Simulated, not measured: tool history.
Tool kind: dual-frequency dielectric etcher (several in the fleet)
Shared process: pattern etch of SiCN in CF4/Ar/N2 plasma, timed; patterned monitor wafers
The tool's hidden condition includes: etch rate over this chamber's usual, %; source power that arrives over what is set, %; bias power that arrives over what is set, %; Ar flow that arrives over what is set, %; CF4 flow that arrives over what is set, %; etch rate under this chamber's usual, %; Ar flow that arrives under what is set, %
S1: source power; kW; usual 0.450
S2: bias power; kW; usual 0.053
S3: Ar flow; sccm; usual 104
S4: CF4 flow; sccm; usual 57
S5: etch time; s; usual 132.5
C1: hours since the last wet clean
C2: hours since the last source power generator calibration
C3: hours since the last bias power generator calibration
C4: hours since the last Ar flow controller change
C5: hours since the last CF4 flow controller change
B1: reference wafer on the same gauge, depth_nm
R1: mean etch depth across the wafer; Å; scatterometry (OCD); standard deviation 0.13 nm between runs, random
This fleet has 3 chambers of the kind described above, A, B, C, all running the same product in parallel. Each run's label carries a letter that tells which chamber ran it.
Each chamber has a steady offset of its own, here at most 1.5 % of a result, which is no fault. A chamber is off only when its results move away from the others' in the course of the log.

run,day,S1,S2,S3,S4,S5,C1,C2,C3,C4,C5,B1,R1
1C,0.133,0.450,0.053,104,57,132.5,353.0,774.7,716.9,2501.1,4316.1,117.09,994.43
# day 0.167: chamber C: Ar flow controller replaced
2A,0.312,0.450,0.053,104,57,132.5,99.4,2234.8,2259.8,4307.5,232.2,117.09,977.86
3B,0.492,0.450,0.053,104,57,132.5,253.9,858.8,875.5,3772.9,1524.3,117.06,976.07
4A,0.608,0.450,0.053,104,57,132.5,106.5,2241.9,2266.9,4314.6,239.3,117.07,978.42
5C,0.779,0.450,0.053,104,57,132.5,368.5,790.2,732.4,14.8,4331.6,117.00,994.27
6B,0.983,0.450,0.053,104,57,132.5,265.7,870.6,887.3,3784.7,1536.1,116.98,973.55
7B,1.133,0.450,0.053,104,62,147.5,269.3,874.2,890.9,3788.3,1539.7,116.95,1101.40
8C,1.262,0.450,0.053,104,62,147.5,380.1,801.8,744.0,26.4,4343.2,116.94,1121.10
9A,1.425,0.450,0.053,104,62,147.5,126.1,2261.5,2286.5,4334.2,258.9,116.92,1105.00
10C,1.625,0.450,0.053,104,57,132.5,388.8,810.5,752.7,35.1,4351.9,116.88,994.53
11A,1.721,0.450,0.053,104,57,132.5,133.2,2268.6,2293.6,4341.3,266.0,116.90,976.91
12B,1.858,0.350,0.053,104,57,132.5,286.7,891.6,908.3,3805.7,1557.1,116.87,782.72
13C,2.058,0.350,0.053,104,57,132.5,399.2,820.9,763.1,45.5,4362.3,116.84,796.69
14A,2.242,0.350,0.053,104,57,132.5,145.7,2281.1,2306.1,4353.8,278.5,116.81,779.61
15B,2.446,0.450,0.053,104,57,132.5,300.8,905.7,922.4,3819.8,1571.2,116.80,971.72
16C,2.617,0.450,0.053,104,57,132.5,412.6,834.3,776.5,58.9,4375.7,116.80,991.94
17A,2.804,0.450,0.053,104,57,132.5,159.2,2294.6,2319.6,4367.3,292.0,116.73,975.39
18B,2.958,0.450,0.053,104,57,132.5,313.1,918.0,934.7,3832.1,1583.5,116.71,972.84
19A,3.071,0.450,0.044,104,46,132.5,165.6,2301.0,2326.0,4373.7,298.4,116.75,881.45
20C,3.196,0.450,0.044,104,46,132.5,426.5,848.2,790.4,72.8,4389.6,116.71,896.63
21B,3.375,0.450,0.044,104,46,132.5,323.1,928.0,944.7,3842.1,1593.5,116.68,876.06
22B,3.488,0.450,0.053,104,57,132.5,325.8,930.7,947.4,3844.8,1596.2,116.67,972.48
23C,3.675,0.540,0.053,104,57,132.5,438.0,859.7,801.9,84.3,4401.1,116.60,1163.10
24A,3.804,0.540,0.053,104,57,132.5,183.2,2318.6,2343.6,4391.3,316.0,116.64,1147.50
25A,3.954,0.540,0.053,104,57,132.5,186.8,2322.2,2347.2,4394.9,319.6,116.60,1147.70
# day 3.967: chamber B: wet clean of the chamber
26C,4.129,0.450,0.053,104,57,132.5,448.9,870.6,812.8,95.2,4412.0,116.58,990.21
27B,4.292,0.520,0.053,87,57,132.5,7.8,950.0,966.7,3864.1,1615.5,116.56,1136.10
28B,4.433,0.520,0.053,87,57,132.5,11.2,953.4,970.1,3867.5,1618.9,116.51,1134.30
29A,4.612,0.520,0.053,87,57,132.5,202.6,2338.0,2363.0,4410.7,335.4,116.53,1142.70
30C,4.783,0.450,0.053,104,57,132.5,464.6,886.3,828.5,110.9,4427.7,116.48,988.00

What goes on in this fleet: one chamber off, a drifting gauge, or nothing beyond the chambers' own small offsets? Name the chamber and the cause, if any.

It is the gauge, not a chamber: its drift shows up in every chamber's results at once, and no chamber is off.
Cause: gauge reads low (%) = 0.529.
